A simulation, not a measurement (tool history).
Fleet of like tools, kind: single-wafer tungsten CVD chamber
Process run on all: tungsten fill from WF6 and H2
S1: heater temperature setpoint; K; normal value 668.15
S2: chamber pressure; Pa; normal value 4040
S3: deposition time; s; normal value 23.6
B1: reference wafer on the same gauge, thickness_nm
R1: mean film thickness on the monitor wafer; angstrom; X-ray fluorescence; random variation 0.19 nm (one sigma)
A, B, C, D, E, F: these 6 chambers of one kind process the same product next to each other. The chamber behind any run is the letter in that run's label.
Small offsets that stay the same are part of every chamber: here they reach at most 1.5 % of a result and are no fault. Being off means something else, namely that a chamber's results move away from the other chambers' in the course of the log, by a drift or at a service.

run   hour      S1    S2    S3      B1      R1
 1D    8.9  668.15  4040  23.6  58.709  623.71
 2E   18.1  668.15  4040  23.6  58.692  627.91
      19.6  -- chamber F: thermocouple changed; heater temperature recalibrated
 3A   29.5  668.15  4040  23.6  58.668  630.18
 4B   39.4  668.15  4040  23.6  58.699  628.26
 5C   47.7  668.15  4040  23.6  58.702  625.61
 6F   56.3  668.15  4040  23.6  58.692   637.1
 7D   67.8  680.15  4040  23.6  58.677  780.68
 8E   77.1  680.15  4040  23.6  58.689  777.55
 9C   83.5  680.15  4040  23.6  58.736  778.64
10B   97.2  680.15  4040  23.6  58.716  780.63
11F    107  680.15  4040  23.6   58.74  786.11
12A  116.7  680.15  4040  23.6  58.694  783.44
     129.3  -- chamber C: capacitance manometer re-zeroed and calibrated
13C  130.3  668.15  4040  23.6  58.691  624.77
     134.4  -- chamber D: thermocouple changed; heater temperature recalibrated
     141.9  -- chamber F: capacitance manometer re-zeroed and calibrated
14D  142.3  668.15  4040  23.6  58.688  608.92
15F  148.8  668.15  4040  20.9  58.738  563.54
16B  156.2  668.15  4040  20.9  58.686  555.51
17A  163.3  668.15  4040  20.9   58.74   557.7
18E  176.7  668.15  4040  20.9  58.684  559.89
19A  189.5  668.15  4040  20.9  58.687  558.64
20D    201  668.15  4040  20.9   58.72  539.22
21F  214.6  668.15  4040  23.6  58.675  634.86
22E  223.8  668.15  4040  23.6  58.731  628.21
23C  232.5  668.15  4040  23.6  58.687   625.4
24B  243.2  668.15  4040  23.6   58.72  626.36
25D  254.8  668.15  4040  23.6  58.707  609.26
26C  266.5  668.15  4040  23.6   58.69  626.53
27B  277.9  661.15  3146  23.6  58.737  487.64
28A  289.8  661.15  3146  23.6  58.648  483.98
29E  303.9  661.15  3146  23.6  58.712  488.04
30F  312.2  661.15  3146  23.6  58.687   490.1
31A  321.9  661.15  3146  23.6   58.67  483.32
32F  333.4  661.15  3146  23.6  58.733  492.92
33C  344.5  668.15  4040  23.6  58.724  627.51
34E  356.7  668.15  4040  23.6  58.663  629.68
35D  367.9  668.15  4626    19  58.685  521.02
36B  381.5  668.15  4626    19  58.738  539.02
37C  390.3  668.15  4626    19  58.708  538.43
38D  398.1  668.15  4626    19  58.655  518.05
39E  407.4  668.15  4626    19  58.701  539.84
40F  420.3  668.15  4626    19  58.669  549.39
41A    428  668.15  4040  23.6  58.717  629.22

Is one chamber off against the others, does the gauge drift, or is nothing wrong? If a chamber is off, say which, and what the likeliest cause is.

After it was serviced, chamber D no longer matches the other chambers.
Likeliest cause: wafer temperature below the value expected at the setpoint (K) = 1.55.

Below are 4 candidate recipes for chamber D's next run, each the usual settings with a change, their results shown as question marks. Which of them brings D's results back in line with what the other chambers give on the usual settings?
In-line tolerance around the mean of the other chambers on the usual settings: R1 6.8 angstrom
42D-1  438.3  668.15  4186  24.8       ?
42D-2  438.3  668.15  3480  23.6       ?
42D-3  438.3  669.15  4080  23.9       ?
42D-4  438.3  667.15  4000  23.3       ?

Mean of the other chambers on the usual settings: R1 629.62 angstrom
  run      R1
42D-1  647.93
42D-2  565.63
42D-3   628.8
42D-4  584.58
The answer is 42D-3, which returns the chamber to within the allowed miss of the others.
